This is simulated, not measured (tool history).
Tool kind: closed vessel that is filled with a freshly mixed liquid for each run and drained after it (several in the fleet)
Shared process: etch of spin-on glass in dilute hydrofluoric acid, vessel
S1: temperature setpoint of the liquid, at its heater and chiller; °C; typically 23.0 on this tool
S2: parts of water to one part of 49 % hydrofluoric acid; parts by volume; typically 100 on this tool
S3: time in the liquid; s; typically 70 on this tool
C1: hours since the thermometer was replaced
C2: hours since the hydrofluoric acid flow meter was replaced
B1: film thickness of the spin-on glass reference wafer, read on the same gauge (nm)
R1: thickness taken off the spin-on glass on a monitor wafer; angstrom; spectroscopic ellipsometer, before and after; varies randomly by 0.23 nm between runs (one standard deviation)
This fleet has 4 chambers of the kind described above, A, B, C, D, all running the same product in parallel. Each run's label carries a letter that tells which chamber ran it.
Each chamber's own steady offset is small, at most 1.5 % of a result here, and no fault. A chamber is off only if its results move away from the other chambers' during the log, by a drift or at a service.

Run 1D, hour 6.7: usual settings; C1 492.6; C2 826.6; B1 50.002. Result: R1 379.52 angstrom.
At hour 12.4: chamber C: hydrofluoric acid flow meter replaced.
At hour 15.8: chamber B: thermometer replaced.
Run 2B, hour 16.9: usual settings; C1 1.2; C2 566.4; B1 49.990. Result: R1 384.69 angstrom.
Run 3C, hour 26.3: usual settings; C1 601.4; C2 13.9; B1 50.004. Result: R1 380.26 angstrom.
Run 4A, hour 33.5: usual settings; C1 333.1; C2 542.3; B1 49.991. Result: R1 375.22 angstrom.
Run 5D, hour 42.2: usual settings; C1 528.1; C2 862.1; B1 49.998. Result: R1 381.22 angstrom.
Run 6A, hour 51.3: usual settings; C1 350.9; C2 560.1; B1 49.960. Result: R1 380.65 angstrom.
Run 7C, hour 61.4: usual settings; C1 636.5; C2 49.0; B1 50.019. Result: R1 380.50 angstrom.
Run 8B, hour 66.5: usual settings; C1 50.8; C2 616.0; B1 49.991. Result: R1 387.72 angstrom.
Run 9D, hour 74.8: usual settings but S1 27.5 °C, S2 130 parts by volume; C1 560.7; C2 894.7; B1 50.015. Result: R1 334.92 angstrom.
Run 10C, hour 83.6: usual settings but S1 27.5 °C, S2 130 parts by volume; C1 658.7; C2 71.2; B1 50.022. Result: R1 336.34 angstrom.
Run 11B, hour 92.3: usual settings but S1 27.5 °C, S2 130 parts by volume; C1 76.6; C2 641.8; B1 50.004. Result: R1 335.51 angstrom.
Run 12A, hour 103.2: usual settings but S1 27.5 °C, S2 130 parts by volume; C1 402.8; C2 612.0; B1 50.013. Result: R1 337.16 angstrom.
Run 13B, hour 111.9: usual settings; C1 96.2; C2 661.4; B1 50.038. Result: R1 389.55 angstrom.
Run 14A, hour 119.5: usual settings; C1 419.1; C2 628.3; B1 49.986. Result: R1 380.48 angstrom.
Run 15C, hour 127.3: usual settings; C1 702.4; C2 114.9; B1 50.004. Result: R1 379.05 angstrom.
Run 16D, hour 133.6: usual settings; C1 619.5; C2 953.5; B1 50.006. Result: R1 384.17 angstrom.
Run 17A, hour 143.8: usual settings; C1 443.4; C2 652.6; B1 50.022. Result: R1 376.66 angstrom.
Run 18B, hour 148.7: usual settings; C1 133.0; C2 698.2; B1 50.017. Result: R1 390.22 angstrom.
Run 19D, hour 157.5: usual settings; C1 643.4; C2 977.4; B1 50.001. Result: R1 380.09 angstrom.
Run 20C, hour 162.7: usual settings; C1 737.8; C2 150.3; B1 50.027. Result: R1 381.75 angstrom.
Run 21C, hour 171.7: usual settings; C1 746.8; C2 159.3; B1 49.981. Result: R1 385.33 angstrom.
Run 22A, hour 181.8: usual settings; C1 481.4; C2 690.6; B1 50.021. Result: R1 376.81 angstrom.
Run 23B, hour 189.8: usual settings; C1 174.1; C2 739.3; B1 50.025. Result: R1 392.00 angstrom.
Run 24D, hour 199.0: usual settings; C1 684.9; C2 1018.9; B1 50.000. Result: R1 378.33 angstrom.
Run 25A, hour 209.0: usual settings; C1 508.6; C2 717.8; B1 49.983. Result: R1 375.02 angstrom.
Run 26C, hour 215.8: usual settings; C1 790.9; C2 203.4; B1 50.019. Result: R1 380.05 angstrom.
Run 27D, hour 220.5: usual settings; C1 706.4; C2 1040.4; B1 50.021. Result: R1 378.65 angstrom.
Run 28B, hour 226.9: usual settings; C1 211.2; C2 776.4; B1 49.998. Result: R1 401.50 angstrom.
Run 29B, hour 237.1: usual settings; C1 221.4; C2 786.6; B1 50.030. Result: R1 402.24 angstrom.
Run 30D, hour 244.0: usual settings; C1 729.9; C2 1063.9; B1 49.994. Result: R1 380.62 angstrom.
Run 31C, hour 249.8: usual settings; C1 824.9; C2 237.4; B1 50.021. Result: R1 381.91 angstrom.
Run 32A, hour 256.8: usual settings; C1 556.4; C2 765.6; B1 49.999. Result: R1 376.76 angstrom.
Run 33C, hour 262.9: usual settings; C1 838.0; C2 250.5; B1 49.990. Result: R1 387.38 angstrom.
Run 34D, hour 270.0: usual settings; C1 755.9; C2 1089.9; B1 49.995. Result: R1 383.27 angstrom.
Run 35A, hour 279.2: usual settings; C1 578.8; C2 788.0; B1 50.026. Result: R1 380.29 angstrom.
Run 36B, hour 286.0: usual settings but S2 75 parts by volume; C1 270.3; C2 835.5; B1 50.000. Result: R1 568.82 angstrom.
Run 37D, hour 295.5: usual settings but S2 75 parts by volume; C1 781.4; C2 1115.4; B1 49.988. Result: R1 524.51 angstrom.
Run 38B, hour 305.3: usual settings but S2 75 parts by volume; C1 289.6; C2 854.8; B1 49.995. Result: R1 567.33 angstrom.
Run 39A, hour 310.5: usual settings but S2 75 parts by volume; C1 610.1; C2 819.3; B1 49.997. Result: R1 519.39 angstrom.

Is one chamber off against the others, does the gauge drift, or is nothing wrong? If a chamber is off, say which, and what the likeliest cause is.

Little by little, chamber B moves away from the other chambers.
Cause: hydrofluoric acid flow above the setpoint (%) = 6.7.
With only this log, it may be confused with: liquid hotter than its thermometer reads (K).

Chamber B could run next with any of the 4 candidate recipes listed below; each alters the usual settings, and their results appear as question marks. Which one brings its results back in line with what the other chambers deliver on the usual settings?
In line means no further than this from the other chambers' mean on the usual settings: R1 8.00 angstrom
Run 40B-1, hour 318.3: usual settings but S3 65 s. Result: R1 ?.
Run 40B-2, hour 318.3: usual settings but S2 105 parts by volume, S3 65 s. Result: R1 ?.
Run 40B-3, hour 318.3: usual settings but S1 23.5 °C, S3 75 s. Result: R1 ?.
Run 40B-4, hour 318.3: usual settings but S2 95 parts by volume, S3 75 s. Result: R1 ?.

The mean the other chambers reach with the usual settings: R1 379.88 angstrom
  run      R1
40B-1  382.46
40B-2  362.05
40B-3  450.23
40B-4  467.43
40B-1 puts the chamber back in line with the other chambers.
